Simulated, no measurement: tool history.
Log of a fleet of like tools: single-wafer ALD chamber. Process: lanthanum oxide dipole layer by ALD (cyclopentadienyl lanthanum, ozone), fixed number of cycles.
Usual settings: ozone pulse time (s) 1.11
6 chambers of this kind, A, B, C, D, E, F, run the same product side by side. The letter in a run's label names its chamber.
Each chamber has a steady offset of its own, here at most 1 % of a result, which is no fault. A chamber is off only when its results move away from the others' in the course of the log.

run    day  ozone pulse time (s)  hours since the last thermocouple change  hours since the last ozone generator service  read-back reference wafer on the same gauge, thickness_nm  mean film thickness on the monitor wafer (nm)
 1D  0.154                  1.11                                       118                                         492.6                                                    0.59913                                        0.51678
 2B  0.346                  1.11                                    1555.1                                         874.2                                                    0.59824                                        0.51199
 3E  0.471                  1.11                                     724.1                                         888.6                                                    0.59898                                        0.51432
 4F  0.679                  1.11                                     696.2                                         229.9                                                    0.59886                                        0.51892
 5A  0.888                  1.11                                    2261.5                                           727                                                    0.59896                                        0.51971
 6C  1.092                  0.83                                    1268.3                                         996.5                                                    0.59946                                        0.47343
 7D  1.196                  0.83                                       143                                         517.6                                                    0.59885                                        0.47079
 8A  1.421                  0.83                                    2274.3                                         739.8                                                    0.59892                                        0.46912
 9F  1.629                  0.83                                       719                                         252.7                                                    0.59856                                        0.46816
10B  1.779                  0.83                                    1589.5                                         908.6                                                    0.59961                                        0.46852
     1.879  -- chamber C: thermocouple changed; heater temperature recalibrated
11E    1.9                  0.83                                     758.4                                         922.9                                                    0.59862                                        0.46691
12C   2.05                   0.9                                       4.1                                        1019.5                                                    0.59933                                        0.48545
13D  2.254                   0.9                                     168.4                                           543                                                    0.59896                                        0.48505
14B  2.371                   0.9                                    1603.7                                         922.8                                                    0.59916                                        0.48346
     2.562  -- chamber D: ozone generator serviced
15A  2.579                   0.9                                    2302.1                                         767.6                                                    0.59883                                        0.48602
16F  2.754                   0.9                                       746                                         279.7                                                    0.59901                                        0.48186
17E  2.871                   0.9                                     781.7                                         946.2                                                      0.599                                        0.48018
     2.946  -- chamber E: ozone generator serviced
18C  3.067                  1.11                                      28.5                                        1043.9                                                    0.59906                                        0.51621
19A  3.196                  1.11                                    2316.9                                         782.4                                                    0.59932                                        0.51855
20D  3.354                  1.11                                     194.8                                          19.1                                                    0.59837                                        0.52003
21F  3.579                  1.11                                     765.8                                         299.5                                                    0.59922                                        0.51706
22B  3.758                  1.11                                      1637                                         956.1                                                    0.59913                                        0.51696
23E  3.962                  1.11                                     807.9                                          24.4                                                    0.59888                                        0.51588
24C  4.171                  1.49                                        55                                        1070.4                                                    0.59936                                        0.54789
25A  4.304                  1.49                                    2343.5                                           809                                                    0.59861                                        0.55203
26B  4.542                  1.49                                    1655.8                                         974.9                                                    0.59949                                        0.54737
27F  4.775                  1.49                                     794.5                                         328.2                                                    0.59909                                        0.55159
28D  4.933                  1.49                                     232.7                                            57                                                    0.59856                                         0.5545
     5.033  -- chamber A: thermocouple changed; heater temperature recalibrated
29C  5.108                  1.49                                      77.5                                        1092.9                                                    0.59898                                        0.55105
30E  5.333                  1.11                                     840.8                                          57.3                                                    0.59913                                        0.51154
31E  5.517                  1.11                                     845.2                                          61.7                                                    0.59888                                        0.51762
32D  5.712                  1.11                                     251.4                                          75.7                                                    0.59898                                         0.5207
33C  5.862                  1.11                                      95.6                                          1111                                                    0.59899                                        0.51508
     5.988  -- chamber B: thermocouple changed; heater temperature recalibrated
34A  6.025                  0.76                                      23.8                                         850.3                                                    0.59894                                          0.454
35F  6.246                  0.76                                     829.8                                         363.5                                                    0.59895                                        0.45282
36B  6.412                  0.76                                      10.3                                        1019.8                                                    0.59887                                        0.45229

What goes on in this fleet: one chamber off, a drifting gauge, or nothing beyond the chambers' own small offsets? Name the chamber and the cause, if any.

No chamber stands off beyond its own small offset, and the gauge holds steady.
